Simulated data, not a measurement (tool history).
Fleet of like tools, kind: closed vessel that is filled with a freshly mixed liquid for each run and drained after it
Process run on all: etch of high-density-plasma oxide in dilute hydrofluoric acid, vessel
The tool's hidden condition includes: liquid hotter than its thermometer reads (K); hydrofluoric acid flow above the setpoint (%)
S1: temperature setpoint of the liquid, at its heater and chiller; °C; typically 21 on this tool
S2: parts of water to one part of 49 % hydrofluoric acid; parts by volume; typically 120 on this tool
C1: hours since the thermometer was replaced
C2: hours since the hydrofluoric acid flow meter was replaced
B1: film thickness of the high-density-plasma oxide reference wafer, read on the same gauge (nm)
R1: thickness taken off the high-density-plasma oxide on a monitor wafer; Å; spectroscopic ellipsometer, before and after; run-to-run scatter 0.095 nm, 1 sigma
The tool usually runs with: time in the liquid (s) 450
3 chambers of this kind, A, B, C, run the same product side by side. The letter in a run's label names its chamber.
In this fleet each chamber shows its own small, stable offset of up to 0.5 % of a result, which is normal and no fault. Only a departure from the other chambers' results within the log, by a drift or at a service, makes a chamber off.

run 1A day=0.467 | S1=21 S2=120 time_in_the_liquid_(s)=450 | C1=2114.3 C2=2419.9 | B1=99.971 | R1=184.400
run 2C day=0.846 | S1=21 S2=120 time_in_the_liquid_(s)=450 | C1=645.9 C2=652.9 | B1=100.010 | R1=183.440
run 3B day=1.188 | S1=21 S2=120 time_in_the_liquid_(s)=450 | C1=378.2 C2=430.5 | B1=100.010 | R1=183.020
run 4A day=1.429 | S1=21 S2=120 time_in_the_liquid_(s)=450 | C1=2137.4 C2=2443.0 | B1=99.990 | R1=183.930
run 5C day=1.879 | S1=21 S2=120 time_in_the_liquid_(s)=450 | C1=670.7 C2=677.7 | B1=100.020 | R1=184.810
run 6B day=2.208 | S1=21 S2=120 time_in_the_liquid_(s)=450 | C1=402.7 C2=455.0 | B1=99.959 | R1=185.150
run 7B day=2.625 | S1=21 S2=120 time_in_the_liquid_(s)=450 | C1=412.7 C2=465.0 | B1=99.974 | R1=182.100
run 8C day=2.979 | S1=21 S2=120 time_in_the_liquid_(s)=450 | C1=697.1 C2=704.1 | B1=100.010 | R1=185.220
run 9A day=3.338 | S1=21 S2=120 time_in_the_liquid_(s)=450 | C1=2183.2 C2=2488.8 | B1=99.994 | R1=183.880
run 10A day=3.692 | S1=21 S2=80 time_in_the_liquid_(s)=450 | C1=2191.7 C2=2497.3 | B1=99.978 | R1=288.610
run 11C day=3.900 | S1=21 S2=80 time_in_the_liquid_(s)=450 | C1=719.2 C2=726.2 | B1=99.944 | R1=293.180
run 12B day=4.321 | S1=21 S2=80 time_in_the_liquid_(s)=450 | C1=453.4 C2=505.7 | B1=99.973 | R1=291.970
run 13B day=4.700 | S1=21 S2=120 time_in_the_liquid_(s)=450 | C1=462.5 C2=514.8 | B1=100.010 | R1=185.800
run 14A day=4.988 | S1=17 S2=120 time_in_the_liquid_(s)=575 | C1=2222.8 C2=2528.4 | B1=100.010 | R1=198.600
run 15C day=5.267 | S1=17 S2=120 time_in_the_liquid_(s)=575 | C1=752.0 C2=759.0 | B1=100.000 | R1=204.560
run 16A day=5.621 | S1=17 S2=120 time_in_the_liquid_(s)=575 | C1=2238.0 C2=2543.6 | B1=99.998 | R1=198.410
run 17C day=6.050 | S1=21 S2=120 time_in_the_liquid_(s)=450 | C1=770.8 C2=777.8 | B1=99.962 | R1=188.970
run 18B day=6.296 | S1=21 S2=120 time_in_the_liquid_(s)=450 | C1=500.8 C2=553.1 | B1=100.010 | R1=184.080
-- day=6.704 chamber A: hydrofluoric acid flow meter replaced
run 19B day=6.733 | S1=21 S2=120 time_in_the_liquid_(s)=450 | C1=511.3 C2=563.6 | B1=100.030 | R1=185.250
run 20C day=6.958 | S1=21 S2=120 time_in_the_liquid_(s)=450 | C1=792.6 C2=799.6 | B1=99.995 | R1=191.610
run 21A day=7.267 | S1=21 S2=120 time_in_the_liquid_(s)=450 | C1=2277.5 C2=13.6 | B1=100.000 | R1=186.010
run 22B day=7.638 | S1=21 S2=120 time_in_the_liquid_(s)=450 | C1=533.0 C2=585.3 | B1=99.992 | R1=182.180
run 23C day=7.904 | S1=21 S2=120 time_in_the_liquid_(s)=450 | C1=815.3 C2=822.3 | B1=99.991 | R1=192.350
run 24A day=8.179 | S1=21 S2=120 time_in_the_liquid_(s)=450 | C1=2299.4 C2=35.5 | B1=100.010 | R1=184.550
run 25A day=8.488 | S1=21 S2=165 time_in_the_liquid_(s)=255 | C1=2306.8 C2=42.9 | B1=99.995 | R1=72.688
run 26C day=8.733 | S1=21 S2=165 time_in_the_liquid_(s)=255 | C1=835.2 C2=842.2 | B1=99.979 | R1=75.560
run 27B day=9.175 | S1=21 S2=165 time_in_the_liquid_(s)=255 | C1=569.9 C2=622.2 | B1=100.010 | R1=72.510
run 28A day=9.496 | S1=21 S2=120 time_in_the_liquid_(s)=450 | C1=2331.0 C2=67.1 | B1=100.010 | R1=185.160
run 29C day=9.888 | S1=21 S2=120 time_in_the_liquid_(s)=450 | C1=862.9 C2=869.9 | B1=99.993 | R1=191.260
run 30B day=10.100 | S1=21 S2=120 time_in_the_liquid_(s)=450 | C1=592.1 C2=644.4 | B1=99.981 | R1=183.620
run 31A day=10.479 | S1=21 S2=120 time_in_the_liquid_(s)=450 | C1=2354.6 C2=90.7 | B1=100.030 | R1=184.280
run 32C day=10.858 | S1=21 S2=120 time_in_the_liquid_(s)=450 | C1=886.2 C2=893.2 | B1=100.010 | R1=191.810
run 33B day=11.250 | S1=21 S2=120 time_in_the_liquid_(s)=450 | C1=619.7 C2=672.0 | B1=99.995 | R1=182.530
run 34C day=11.721 | S1=21 S2=120 time_in_the_liquid_(s)=450 | C1=906.9 C2=913.9 | B1=99.987 | R1=195.380
run 35A day=12.092 | S1=21 S2=120 time_in_the_liquid_(s)=450 | C1=2393.3 C2=129.4 | B1=99.977 | R1=185.280
run 36B day=12.379 | S1=21 S2=120 time_in_the_liquid_(s)=450 | C1=646.8 C2=699.1 | B1=100.030 | R1=186.310
run 37C day=12.738 | S1=17 S2=120 time_in_the_liquid_(s)=555 | C1=931.3 C2=938.3 | B1=100.000 | R1=205.210

Decide between three cases: one chamber stands off from its peers, the gauge reading all wafers drifts, or nothing is wrong past each chamber's small offset. Where a chamber is off, say which and what most likely put it there.

It is chamber C that slowly wanders off from its peers.
What lies behind it: hydrofluoric acid flow above the setpoint (%) = 5.3.
The log may not tell that from: liquid hotter than its thermometer reads (K).

Which of the 4 candidates below, each the usual settings with something changed and its results left as question marks, puts chamber C back in line with what the other chambers give on the usual settings?
In line means no further than this from the other chambers' mean on the usual settings: R1 3.300 Å
run 38C-1 day=13.075 | S1=21.0 S2=120 time_in_the_liquid_(s)=440 | R1=?
run 38C-2 day=13.075 | S1=21.0 S2=120 time_in_the_liquid_(s)=460 | R1=?
run 38C-3 day=13.075 | S1=19.5 S2=120 time_in_the_liquid_(s)=450 | R1=?
run 38C-4 day=13.075 | S1=22.5 S2=120 time_in_the_liquid_(s)=450 | R1=?

On the usual settings, the other chambers give on average: R1 184.010 Å
run=38C-1 R1=191.550
run=38C-2 R1=200.250
run=38C-3 R1=184.470
run=38C-4 R1=207.870
Change 38C-3 lands the chamber within the allowed miss of the other chambers.
